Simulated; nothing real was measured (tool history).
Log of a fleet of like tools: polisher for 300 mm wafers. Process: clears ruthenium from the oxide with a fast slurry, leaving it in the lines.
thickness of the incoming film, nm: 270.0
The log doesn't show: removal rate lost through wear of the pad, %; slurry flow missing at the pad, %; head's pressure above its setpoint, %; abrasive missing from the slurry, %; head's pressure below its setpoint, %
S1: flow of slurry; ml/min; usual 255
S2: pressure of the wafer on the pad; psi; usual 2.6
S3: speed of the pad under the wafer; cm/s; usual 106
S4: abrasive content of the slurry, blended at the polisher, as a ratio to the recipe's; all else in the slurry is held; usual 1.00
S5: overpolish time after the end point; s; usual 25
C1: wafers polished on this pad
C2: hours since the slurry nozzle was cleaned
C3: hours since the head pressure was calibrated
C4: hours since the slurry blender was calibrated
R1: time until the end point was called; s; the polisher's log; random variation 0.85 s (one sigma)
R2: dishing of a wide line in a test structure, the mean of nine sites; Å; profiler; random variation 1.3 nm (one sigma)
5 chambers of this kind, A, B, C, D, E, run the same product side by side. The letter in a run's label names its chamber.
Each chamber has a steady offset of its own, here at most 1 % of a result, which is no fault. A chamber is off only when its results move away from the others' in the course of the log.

At hour 3.4: chamber D: slurry blender recalibrated.
At hour 8.9: chamber C: worn pad replaced by a new one.
Run 1C, hour 11.4: usual settings; C1 32; C2 490.2; C3 302.1; C4 244.0. Result: R1 67.835 s, R2 773.03 Å.
Run 2E, hour 17.6: usual settings; C1 797; C2 388.0; C3 772.7; C4 53.9. Result: R1 67.000 s, R2 764.72 Å.
At hour 24.8: chamber D: worn pad replaced by a new one.
Run 3B, hour 31.7: usual settings; C1 499; C2 128.5; C3 421.0; C4 69.0. Result: R1 66.440 s, R2 748.97 Å.
At hour 32.1: chamber A: worn pad replaced by a new one.
At hour 35.6: chamber E: worn pad replaced by a new one.
Run 4A, hour 44.4: usual settings; C1 154; C2 484.1; C3 485.2; C4 221.8. Result: R1 67.461 s, R2 765.63 Å.
Run 5D, hour 50.9: usual settings; C1 326; C2 316.4; C3 184.1; C4 47.6. Result: R1 66.169 s, R2 759.58 Å.
Run 6E, hour 60.5: usual settings; C1 311; C2 430.9; C3 815.6; C4 96.8. Result: R1 67.597 s, R2 738.21 Å.
Run 7A, hour 68.6: usual settings; C1 456; C2 508.3; C3 509.4; C4 246.0. Result: R1 66.266 s, R2 754.83 Å.
At hour 72.5: chamber B: worn pad replaced by a new one.
Run 8B, hour 79.3: usual settings; C1 85; C2 176.1; C3 468.6; C4 116.6. Result: R1 66.695 s, R2 740.49 Å.
At hour 83.2: chamber C: worn pad replaced by a new one.
Run 9C, hour 92.3: usual settings; C1 113; C2 571.1; C3 383.0; C4 324.9. Result: R1 65.432 s, R2 763.50 Å.
At hour 99.2: chamber C: head pressure recalibrated.
Run 10D, hour 100.2: usual settings; C1 942; C2 365.7; C3 233.4; C4 96.9. Result: R1 66.016 s, R2 737.56 Å.
At hour 109.0: chamber E: worn pad replaced by a new one.
Run 11D, hour 110.1: usual settings but S4 0.90; C1 1065; C2 375.6; C3 243.3; C4 106.8. Result: R1 71.794 s, R2 700.12 Å.
At hour 112.3: chamber A: worn pad replaced by a new one.
Run 12B, hour 116.7: usual settings but S4 0.90; C1 552; C2 213.5; C3 506.0; C4 154.0. Result: R1 69.624 s, R2 715.24 Å.
At hour 117.4: chamber D: worn pad replaced by a new one.
At hour 119.9: chamber E: slurry blender recalibrated.
Run 13A, hour 123.5: usual settings but S4 0.90; C1 140; C2 563.2; C3 564.3; C4 300.9. Result: R1 68.843 s, R2 729.52 Å.
At hour 131.2: chamber A: slurry nozzle cleaned.
Run 14C, hour 132.2: usual settings but S4 0.90; C1 612; C2 611.0; C3 33.0; C4 364.8. Result: R1 68.594 s, R2 736.60 Å.
Run 15E, hour 146.2: usual settings but S4 0.90; C1 465; C2 516.6; C3 901.3; C4 26.4. Result: R1 70.058 s, R2 720.65 Å.
At hour 149.0: chamber B: worn pad replaced by a new one.
Run 16A, hour 157.6: usual settings but S1 190 ml/min, S4 1.25; C1 566; C2 26.5; C3 598.4; C4 335.0. Result: R1 62.709 s, R2 808.99 Å.
At hour 167.2: chamber D: slurry blender recalibrated.
Run 17C, hour 168.8: usual settings but S1 190 ml/min, S4 1.25; C1 1069; C2 647.6; C3 69.6; C4 401.4. Result: R1 63.332 s, R2 783.89 Å.
At hour 170.1: chamber C: worn pad replaced by a new one.
Run 18B, hour 177.6: usual settings but S1 190 ml/min, S4 1.25; C1 357; C2 274.4; C3 566.9; C4 214.9. Result: R1 64.820 s, R2 795.44 Å.
At hour 184.6: chamber E: worn pad replaced by a new one.
At hour 189.2: chamber E: slurry nozzle cleaned.
Run 19E, hour 190.6: usual settings but S1 190 ml/min, S4 1.25; C1 75; C2 1.5; C3 945.7; C4 70.8. Result: R1 62.906 s, R2 799.29 Å.
Run 20D, hour 204.1: usual settings but S1 190 ml/min, S4 1.25; C1 1084; C2 469.6; C3 337.3; C4 37.0. Result: R1 61.838 s, R2 799.69 Å.
At hour 204.5: chamber A: worn pad replaced by a new one.
At hour 207.5: chamber C: slurry blender recalibrated.
Run 21D, hour 213.8: usual settings but S5 32 s; C1 1205; C2 479.3; C3 347.0; C4 46.7. Result: R1 67.162 s, R2 907.57 Å.
Run 22C, hour 223.5: usual settings but S5 32 s; C1 668; C2 702.3; C3 124.3; C4 16.1. Result: R1 66.287 s, R2 898.60 Å.
Run 23A, hour 229.8: usual settings but S5 32 s; C1 316; C2 98.7; C3 670.6; C4 407.2. Result: R1 66.054 s, R2 878.78 Å.
At hour 232.3: chamber D: worn pad replaced by a new one.
Run 24B, hour 237.1: usual settings but S5 32 s; C1 1101; C2 333.9; C3 626.4; C4 274.4. Result: R1 67.696 s, R2 907.27 Å.
At hour 243.9: chamber B: worn pad replaced by a new one.
Run 25E, hour 246.1: usual settings but S5 32 s; C1 768; C2 57.0; C3 1001.2; C4 126.3. Result: R1 67.692 s, R2 893.80 Å.
At hour 251.1: chamber C: worn pad replaced by a new one.
At hour 254.1: chamber A: slurry blender recalibrated.
Run 26B, hour 255.0: usual settings; C1 139; C2 351.8; C3 644.3; C4 292.3. Result: R1 67.049 s, R2 756.32 Å.
At hour 258.8: chamber B: slurry nozzle cleaned.
At hour 259.5: chamber E: slurry blender recalibrated.
At hour 263.2: chamber E: worn pad replaced by a new one.
Run 27A, hour 264.4: usual settings; C1 748; C2 133.3; C3 705.2; C4 10.3. Result: R1 65.449 s, R2 758.02 Å.
Run 28C, hour 271.9: usual settings; C1 260; C2 750.7; C3 172.7; C4 64.5. Result: R1 66.396 s, R2 767.90 Å.
At hour 278.4: chamber A: head pressure recalibrated.
Run 29D, hour 279.0: usual settings; C1 584; C2 544.5; C3 412.2; C4 111.9. Result: R1 67.132 s, R2 759.96 Å.
Run 30E, hour 286.4: usual settings; C1 289; C2 97.3; C3 1041.5; C4 27.0. Result: R1 67.735 s, R2 750.38 Å.
Run 31C, hour 294.3: usual settings; C1 540; C2 773.1; C3 195.1; C4 86.9. Result: R1 65.980 s, R2 732.93 Å.
At hour 296.4: chamber A: worn pad replaced by a new one.
Run 32A, hour 300.5: usual settings; C1 51; C2 169.4; C3 22.1; C4 46.4. Result: R1 67.506 s, R2 764.52 Å.
Run 33E, hour 310.6: usual settings but S2 1.7 psi, S5 35 s; C1 592; C2 121.5; C3 1065.7; C4 51.2. Result: R1 102.760 s, R2 690.72 Å.
At hour 322.1: chamber D: slurry blender recalibrated.
Run 34D, hour 322.3: usual settings but S2 1.7 psi, S5 35 s; C1 1125; C2 587.8; C3 455.5; C4 0.2. Result: R1 101.080 s, R2 734.06 Å.
At hour 330.0: chamber D: worn pad replaced by a new one.
Run 35B, hour 335.2: usual settings but S2 1.7 psi, S5 35 s; C1 1140; C2 76.4; C3 724.5; C4 372.5. Result: R1 103.120 s, R2 699.94 Å.
At hour 336.3: chamber B: worn pad replaced by a new one.
At hour 344.2: chamber C: worn pad replaced by a new one.
Run 36C, hour 344.7: usual settings but S2 1.7 psi, S5 35 s; C1 6; C2 823.5; C3 245.5; C4 137.3. Result: R1 102.910 s, R2 714.24 Å.
Run 37E, hour 354.0: usual settings but S2 1.7 psi, S5 35 s; C1 1134; C2 164.9; C3 1109.1; C4 94.6. Result: R1 102.360 s, R2 692.95 Å.
At hour 354.4: chamber E: worn pad replaced by a new one.
Run 38A, hour 360.3: usual settings; C1 798; C2 229.2; C3 81.9; C4 106.2. Result: R1 65.352 s, R2 754.52 Å.
Run 39D, hour 372.9: usual settings; C1 536; C2 638.4; C3 506.1; C4 50.8. Result: R1 66.783 s, R2 772.80 Å.
Run 40B, hour 382.4: usual settings; C1 576; C2 123.6; C3 771.7; C4 419.7. Result: R1 66.259 s, R2 742.90 Å.
Run 41D, hour 394.8: usual settings; C1 810; C2 660.3; C3 528.0; C4 72.7. Result: R1 66.925 s, R2 778.73 Å.
At hour 407.3: chamber E: slurry blender recalibrated.
Run 42E, hour 407.5: usual settings; C1 663; C2 218.4; C3 1162.6; C4 0.2. Result: R1 68.566 s, R2 759.26 Å.
At hour 414.2: chamber B: worn pad replaced by a new one.
Run 43B, hour 417.4: usual settings but S2 1.8 psi, S4 0.70; C1 40; C2 158.6; C3 806.7; C4 454.7. Result: R1 115.690 s, R2 471.30 Å.

What goes on in this fleet: one chamber off, a drifting gauge, or nothing beyond the chambers' own small offsets? Name the chamber and the cause, if any.

No chamber stands off beyond its own small offset, and the gauge holds steady.
